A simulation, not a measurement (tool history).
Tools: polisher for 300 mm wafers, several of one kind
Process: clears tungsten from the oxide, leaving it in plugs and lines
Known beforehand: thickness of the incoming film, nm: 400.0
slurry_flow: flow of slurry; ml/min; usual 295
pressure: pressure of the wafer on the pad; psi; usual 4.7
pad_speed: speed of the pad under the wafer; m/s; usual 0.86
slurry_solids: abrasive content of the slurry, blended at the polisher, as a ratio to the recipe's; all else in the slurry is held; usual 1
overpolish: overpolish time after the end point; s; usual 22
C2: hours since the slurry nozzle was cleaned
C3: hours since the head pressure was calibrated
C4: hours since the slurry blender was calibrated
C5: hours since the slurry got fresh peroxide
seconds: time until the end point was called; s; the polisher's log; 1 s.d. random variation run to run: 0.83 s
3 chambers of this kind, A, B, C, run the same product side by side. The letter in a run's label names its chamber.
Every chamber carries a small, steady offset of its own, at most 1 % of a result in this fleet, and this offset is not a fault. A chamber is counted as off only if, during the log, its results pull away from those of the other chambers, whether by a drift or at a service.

{"run": "1B", "day": 0.208, "slurry_flow": 295, "pressure": 4.7, "pad_speed": 0.86, "slurry_solids": 1, "overpolish": 22, "wafers polished on this pad": 1118, "C2": 633.1, "C3": 369.7, "C4": 5.2, "C5": 59.8, "seconds": 83.107}
{"day": 0.246, "done": "chamber A: worn pad replaced by a new one"}
{"day": 0.271, "done": "chamber A: slurry tank refilled with fresh slurry and peroxide"}
{"day": 0.367, "done": "chamber A: slurry blender recalibrated"}
{"run": "2C", "day": 0.408, "slurry_flow": 295, "pressure": 4.7, "pad_speed": 0.86, "slurry_solids": 1, "overpolish": 22, "wafers polished on this pad": 1190, "C2": 834.2, "C3": 554.9, "C4": 14.3, "C5": 24.9, "seconds": 82.97}
{"day": 0.567, "done": "chamber B: worn pad replaced by a new one"}
{"run": "3A", "day": 0.633, "slurry_flow": 295, "pressure": 4.7, "pad_speed": 0.86, "slurry_solids": 1, "overpolish": 22, "wafers polished on this pad": 113, "C2": 178.4, "C3": 1140.3, "C4": 6.4, "C5": 8.7, "seconds": 83.875}
{"day": 0.721, "done": "chamber C: worn pad replaced by a new one"}
{"run": "4B", "day": 0.875, "slurry_flow": 295, "pressure": 4.7, "pad_speed": 0.86, "slurry_solids": 1, "overpolish": 22, "wafers polished on this pad": 89, "C2": 649.1, "C3": 385.7, "C4": 21.2, "C5": 75.8, "seconds": 83.111}
{"run": "5A", "day": 1.021, "slurry_flow": 295, "pressure": 4.7, "pad_speed": 0.86, "slurry_solids": 1, "overpolish": 22, "wafers polished on this pad": 226, "C2": 187.7, "C3": 1149.6, "C4": 15.7, "C5": 18, "seconds": 84.428}
{"run": "6C", "day": 1.188, "slurry_flow": 295, "pressure": 4.7, "pad_speed": 0.86, "slurry_solids": 1, "overpolish": 22, "wafers polished on this pad": 136, "C2": 852.9, "C3": 573.6, "C4": 33, "C5": 43.6, "seconds": 83.744}
{"run": "7C", "day": 1.379, "slurry_flow": 295, "pressure": 4.7, "pad_speed": 0.86, "slurry_solids": 1, "overpolish": 22, "wafers polished on this pad": 191, "C2": 857.5, "C3": 578.2, "C4": 37.6, "C5": 48.2, "seconds": 83.925}
{"day": 1.467, "done": "chamber C: slurry nozzle cleaned"}
{"run": "8B", "day": 1.508, "slurry_flow": 295, "pressure": 4.7, "pad_speed": 0.86, "slurry_solids": 1, "overpolish": 22, "wafers polished on this pad": 274, "C2": 664.3, "C3": 400.9, "C4": 36.4, "C5": 91, "seconds": 83.06}
{"run": "9A", "day": 1.675, "slurry_flow": 295, "pressure": 3.8, "pad_speed": 0.62, "slurry_solids": 1, "overpolish": 22, "wafers polished on this pad": 416, "C2": 203.4, "C3": 1165.3, "C4": 31.4, "C5": 33.7, "seconds": 142.74}
{"run": "10B", "day": 1.842, "slurry_flow": 295, "pressure": 3.8, "pad_speed": 0.62, "slurry_solids": 1, "overpolish": 22, "wafers polished on this pad": 371, "C2": 672.3, "C3": 408.9, "C4": 44.4, "C5": 99, "seconds": 143.57}
{"run": "11C", "day": 2.017, "slurry_flow": 295, "pressure": 3.8, "pad_speed": 0.62, "slurry_solids": 1, "overpolish": 22, "wafers polished on this pad": 377, "C2": 13.2, "C3": 593.5, "C4": 52.9, "C5": 63.5, "seconds": 145.19}
{"run": "12A", "day": 2.238, "slurry_flow": 295, "pressure": 4.7, "pad_speed": 0.86, "slurry_solids": 1, "overpolish": 32, "wafers polished on this pad": 580, "C2": 216.9, "C3": 1178.8, "C4": 44.9, "C5": 47.2, "seconds": 82.2}
{"run": "13B", "day": 2.362, "slurry_flow": 295, "pressure": 4.7, "pad_speed": 0.86, "slurry_solids": 1, "overpolish": 32, "wafers polished on this pad": 523, "C2": 684.8, "C3": 421.4, "C4": 56.9, "C5": 111.5, "seconds": 84.016}
{"run": "14C", "day": 2.562, "slurry_flow": 295, "pressure": 4.7, "pad_speed": 0.86, "slurry_solids": 1, "overpolish": 32, "wafers polished on this pad": 536, "C2": 26.3, "C3": 606.6, "C4": 66, "C5": 76.6, "seconds": 83.719}
{"day": 2.629, "done": "chamber A: worn pad replaced by a new one"}
{"run": "15A", "day": 2.733, "slurry_flow": 295, "pressure": 4.7, "pad_speed": 0.86, "slurry_solids": 1, "overpolish": 22, "wafers polished on this pad": 30, "C2": 228.8, "C3": 1190.7, "C4": 56.8, "C5": 59.1, "seconds": 82.919}
{"day": 2.912, "done": "chamber B: head pressure recalibrated"}
{"run": "16C", "day": 2.921, "slurry_flow": 295, "pressure": 4.7, "pad_speed": 0.86, "slurry_solids": 1, "overpolish": 22, "wafers polished on this pad": 640, "C2": 34.9, "C3": 615.2, "C4": 74.6, "C5": 85.2, "seconds": 83.573}
{"day": 2.962, "done": "chamber A: head pressure recalibrated"}
{"day": 3.033, "done": "chamber B: slurry tank refilled with fresh slurry and peroxide"}
{"run": "17B", "day": 3.125, "slurry_flow": 295, "pressure": 5.8, "pad_speed": 1.06, "slurry_solids": 1, "overpolish": 22, "wafers polished on this pad": 745, "C2": 703.1, "C3": 5.2, "C4": 75.2, "C5": 2.3, "seconds": 55.114}
{"run": "18A", "day": 3.333, "slurry_flow": 295, "pressure": 5.8, "pad_speed": 1.06, "slurry_solids": 1, "overpolish": 22, "wafers polished on this pad": 205, "C2": 243.2, "C3": 9, "C4": 71.2, "C5": 73.5, "seconds": 49.394}
{"run": "19B", "day": 3.483, "slurry_flow": 295, "pressure": 5.8, "pad_speed": 1.06, "slurry_solids": 1, "overpolish": 22, "wafers polished on this pad": 849, "C2": 711.7, "C3": 13.8, "C4": 83.8, "C5": 10.9, "seconds": 55.703}
{"day": 3.583, "done": "chamber C: slurry tank refilled with fresh slurry and peroxide"}
{"run": "20C", "day": 3.675, "slurry_flow": 295, "pressure": 4.7, "pad_speed": 0.86, "slurry_solids": 1, "overpolish": 22, "wafers polished on this pad": 860, "C2": 53, "C3": 633.3, "C4": 92.7, "C5": 2.3, "seconds": 84.521}
{"run": "21A", "day": 3.842, "slurry_flow": 295, "pressure": 4.7, "pad_speed": 0.86, "slurry_solids": 1, "overpolish": 22, "wafers polished on this pad": 353, "C2": 255.4, "C3": 21.2, "C4": 83.4, "C5": 85.7, "seconds": 74.553}
{"run": "22A", "day": 4.033, "slurry_flow": 295, "pressure": 4.7, "pad_speed": 0.86, "slurry_solids": 1, "overpolish": 22, "wafers polished on this pad": 409, "C2": 260, "C3": 25.8, "C4": 88, "C5": 90.3, "seconds": 74.866}
{"day": 4.233, "done": "chamber B: worn pad replaced by a new one"}
{"run": "23C", "day": 4.271, "slurry_flow": 295, "pressure": 4.7, "pad_speed": 0.86, "slurry_solids": 1, "overpolish": 22, "wafers polished on this pad": 1034, "C2": 67.3, "C3": 647.6, "C4": 107, "C5": 16.6, "seconds": 84.678}
{"run": "24B", "day": 4.512, "slurry_flow": 295, "pressure": 4.7, "pad_speed": 0.86, "slurry_solids": 1, "overpolish": 22, "wafers polished on this pad": 81, "C2": 736.4, "C3": 38.5, "C4": 108.5, "C5": 35.6, "seconds": 82.749}
{"run": "25C", "day": 4.662, "slurry_flow": 295, "pressure": 4.7, "pad_speed": 0.86, "slurry_solids": 1, "overpolish": 22, "wafers polished on this pad": 1148, "C2": 76.7, "C3": 657, "C4": 116.4, "C5": 26, "seconds": 83.193}
{"run": "26A", "day": 4.8, "slurry_flow": 295, "pressure": 4.7, "pad_speed": 0.86, "slurry_solids": 0.8, "overpolish": 28, "wafers polished on this pad": 632, "C2": 278.4, "C3": 44.2, "C4": 106.4, "C5": 108.7, "seconds": 77.944}
{"day": 4.892, "done": "chamber A: worn pad replaced by a new one"}
{"run": "27B", "day": 4.996, "slurry_flow": 295, "pressure": 4.7, "pad_speed": 0.86, "slurry_solids": 0.8, "overpolish": 28, "wafers polished on this pad": 222, "C2": 748, "C3": 50.1, "C4": 120.1, "C5": 47.2, "seconds": 87.449}
{"day": 5.058, "done": "chamber A: slurry tank refilled with fresh slurry and peroxide"}
{"run": "28C", "day": 5.192, "slurry_flow": 295, "pressure": 4.7, "pad_speed": 0.86, "slurry_solids": 0.8, "overpolish": 28, "wafers polished on this pad": 1302, "C2": 89.4, "C3": 669.7, "C4": 129.1, "C5": 38.7, "seconds": 87.795}
{"run": "29A", "day": 5.338, "slurry_flow": 295, "pressure": 4.7, "pad_speed": 0.86, "slurry_solids": 1, "overpolish": 22, "wafers polished on this pad": 130, "C2": 291.3, "C3": 57.1, "C4": 119.3, "C5": 6.8, "seconds": 75.15}
{"run": "30B", "day": 5.575, "slurry_flow": 295, "pressure": 4.7, "pad_speed": 0.86, "slurry_solids": 1, "overpolish": 12, "wafers polished on this pad": 390, "C2": 761.9, "C3": 64, "C4": 134, "C5": 61.1, "seconds": 83.213}
{"run": "31A", "day": 5.808, "slurry_flow": 295, "pressure": 4.7, "pad_speed": 0.86, "slurry_solids": 1, "overpolish": 12, "wafers polished on this pad": 268, "C2": 302.6, "C3": 68.4, "C4": 130.6, "C5": 18.1, "seconds": 73.668}
{"run": "32B", "day": 5.917, "slurry_flow": 295, "pressure": 4.7, "pad_speed": 0.86, "slurry_solids": 1, "overpolish": 12, "wafers polished on this pad": 490, "C2": 770.1, "C3": 72.2, "C4": 142.2, "C5": 69.3, "seconds": 83.447}

Read the log: is a single chamber off, either drifting away or since a service, is the gauge that measures every chamber drifting, or is nothing wrong beyond small per-chamber offsets? Name any odd chamber and what most likely caused it.

Chamber A has stood off from the others ever since a service on it.
Cause: head's pressure above its setpoint, % = 11.

Below are 4 candidate recipes for chamber A's next run, each the usual settings with a change, their results shown as question marks. Which of them brings A's results back in line with what the other chambers give on the usual settings?
Maximum distance from the other chambers' mean on the usual settings for a result to count as in line: seconds 2.9 s
{"run": "33A-1", "day": 6.092, "slurry_flow": 300, "pressure": 5.2, "pad_speed": 0.86, "slurry_solids": 1, "overpolish": 22, "seconds": "?"}
{"run": "33A-2", "day": 6.092, "slurry_flow": 290, "pressure": 4.7, "pad_speed": 0.78, "slurry_solids": 1, "overpolish": 22, "seconds": "?"}
{"run": "33A-3", "day": 6.092, "slurry_flow": 295, "pressure": 4.7, "pad_speed": 0.86, "slurry_solids": 1.2, "overpolish": 22, "seconds": "?"}
{"run": "33A-4", "day": 6.092, "slurry_flow": 295, "pressure": 4.6, "pad_speed": 0.84, "slurry_solids": 1, "overpolish": 22, "seconds": "?"}

The mean the other chambers reach with the usual settings: seconds 83.659 s
run=33A-1 seconds=67.71
run=33A-2 seconds=82.842
run=33A-3 seconds=71.854
run=33A-4 seconds=78.593
Change 33A-2 lands the chamber within the allowed miss of the other chambers.

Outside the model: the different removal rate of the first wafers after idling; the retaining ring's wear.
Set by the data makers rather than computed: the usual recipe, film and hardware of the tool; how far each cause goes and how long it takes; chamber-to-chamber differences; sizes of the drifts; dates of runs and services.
